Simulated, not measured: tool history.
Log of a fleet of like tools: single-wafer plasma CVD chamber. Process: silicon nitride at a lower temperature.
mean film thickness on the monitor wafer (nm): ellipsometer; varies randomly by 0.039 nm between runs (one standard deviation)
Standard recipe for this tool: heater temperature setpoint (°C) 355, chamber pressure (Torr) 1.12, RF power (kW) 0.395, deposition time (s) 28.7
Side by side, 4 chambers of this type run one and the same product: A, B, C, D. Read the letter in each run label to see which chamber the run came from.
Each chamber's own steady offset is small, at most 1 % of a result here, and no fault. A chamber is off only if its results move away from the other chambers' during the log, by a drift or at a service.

run    day  heater temperature setpoint (°C)  chamber pressure (Torr)  RF power (kW)  deposition time (s)  hours since the last thermocouple change  hours since the last RF generator calibration  hours since the last manometer calibration  read-back reference wafer on the same gauge, thickness_nm  mean film thickness on the monitor wafer (nm)
 1D  0.188                               355                     1.12          0.395                 28.7                                     285.1                                          906.4                                       347.4                                                     33.303                                         36.288
 2C  0.304                               355                     1.12          0.395                 28.7                                     846.7                                            632                                       528.4                                                     33.309                                         36.332
 3A  0.404                               355                     1.12          0.395                 28.7                                    1300.8                                          920.4                                       648.4                                                     33.304                                         36.204
 4B  0.496                               355                     1.12          0.395                 28.7                                    1704.7                                         1802.4                                       695.7                                                     33.312                                          36.61
     0.629  -- chamber B: RF generator calibrated
 5C  0.696                               355                     1.12          0.395                 28.7                                     856.1                                          641.4                                       537.8                                                     33.317                                         36.427
 6A  0.854                               355                     1.12          0.395                 28.7                                    1311.6                                          931.2                                       659.2                                                     33.325                                         36.236
 7D  1.004                               355                     1.12          0.395                 28.7                                     304.7                                            926                                         367                                                     33.321                                         36.331
 8B  1.175                               355                     1.12          0.395                 28.7                                      1721                                           13.1                                         712                                                     33.333                                         36.579
 9C  1.362                               355                     1.12          0.395                 28.7                                     872.1                                          657.4                                       553.8                                                     33.333                                         36.429
10A  1.454                               355                     1.03          0.395                 28.7                                      1326                                          945.6                                       673.6                                                     33.334                                         35.286
11B  1.654                               355                     1.03          0.395                 28.7                                    1732.5                                           24.6                                       723.5                                                     33.348                                         35.667
12D  1.804                               355                     1.03          0.395                 28.7                                     323.9                                          945.2                                       386.2                                                     33.355                                         35.371
13A    1.9                               355                     1.03          0.395                 28.7                                    1336.7                                          956.3                                       684.3                                                     33.349                                          35.31
14D      2                               355                     1.12          0.395                 28.7                                     328.6                                          949.9                                       390.9                                                     33.358                                         36.268
15B  2.133                               355                     1.12          0.395                 28.7                                      1744                                           36.1                                         735                                                     33.351                                         36.608
16C  2.292                               355                     1.12          0.395                 28.7                                     894.4                                          679.7                                       576.1                                                     33.357                                          36.46
17A  2.462                               355                     1.12          0.395                 28.7                                    1350.2                                          969.8                                       697.8                                                      33.36                                          36.22
18C   2.65                               346                     1.12          0.395                 25.6                                       903                                          688.3                                       584.7                                                     33.363                                         32.661
19B  2.792                               346                     1.12          0.395                 25.6                                    1759.8                                           51.9                                       750.8                                                     33.373                                         32.792
20D   2.95                               346                     1.12          0.395                 25.6                                     351.4                                          972.7                                       413.7                                                     33.381                                         32.512
21D    3.1                               346                     1.12          0.395                 25.6                                       355                                          976.3                                       417.3                                                     33.378                                         32.556
22A  3.296                               355                     1.12          0.395                 28.7                                    1370.2                                          989.8                                       717.8                                                     33.384                                          36.28
23C  3.475                               355                     1.12          0.395                 28.7                                     922.8                                          708.1                                       604.5                                                     33.389                                         36.442
24B  3.671                               355                     1.12          0.395                 28.7                                    1780.9                                             73                                       771.9                                                     33.387                                         36.764
25B  3.838                               355                     1.12          0.395                 28.7                                    1784.9                                             77                                       775.9                                                     33.396                                         36.634
26C  4.008                               355                     1.12          0.395                 25.6                                     935.6                                          720.9                                       617.3                                                     33.405                                         32.586
27D  4.117                               355                     1.12          0.395                 25.6                                     379.4                                         1000.7                                       441.7                                                       33.4                                         32.462
28A  4.304                               355                     1.12          0.395                 25.6                                    1394.4                                           1014                                         742                                                     33.412                                         32.356
29C   4.45                               355                     1.12          0.395                 25.6                                     946.2                                          731.5                                       627.9                                                     33.411                                         32.499
30D  4.625                               355                     1.12          0.395                 28.7                                     391.6                                         1012.9                                       453.9                                                     33.417                                         36.337
31B  4.808                               355                     1.12           0.33                 28.7                                    1808.2                                          100.3                                       799.2                                                     33.426                                         32.679
32A  4.912                               355                     1.12           0.33                 28.7                                      1409                                         1028.6                                       756.6                                                     33.425                                         32.466
33B  5.017                               355                     1.12           0.33                 28.7                                    1813.2                                          105.3                                       804.2                                                     33.435                                         32.749
34D  5.125                               355                     1.12           0.33                 28.7                                     403.6                                         1024.9                                       465.9                                                      33.43                                         32.452
35C  5.254                               355                     1.12          0.395                 28.7                                     965.5                                          750.8                                       647.2                                                     33.435                                         36.523
36A    5.4                               355                     1.12          0.395                 28.7                                    1420.7                                         1040.3                                       768.3                                                     33.442                                         36.297
37D  5.508                               355                     1.12          0.395                 28.7                                     412.8                                         1034.1                                       475.1                                                     33.444                                         36.486
38A  5.633                               355                     1.12          0.395                 28.7                                    1426.3                                         1045.9                                       773.9                                                      33.45                                         36.339

Is one chamber off against the others, does the gauge drift, or is nothing wrong? If a chamber is off, say which, and what the likeliest cause is.

None of the chambers is off. What moves is the gauge, dragging all their readings along together.
Cause: gauge reads high (%) = 0.444.
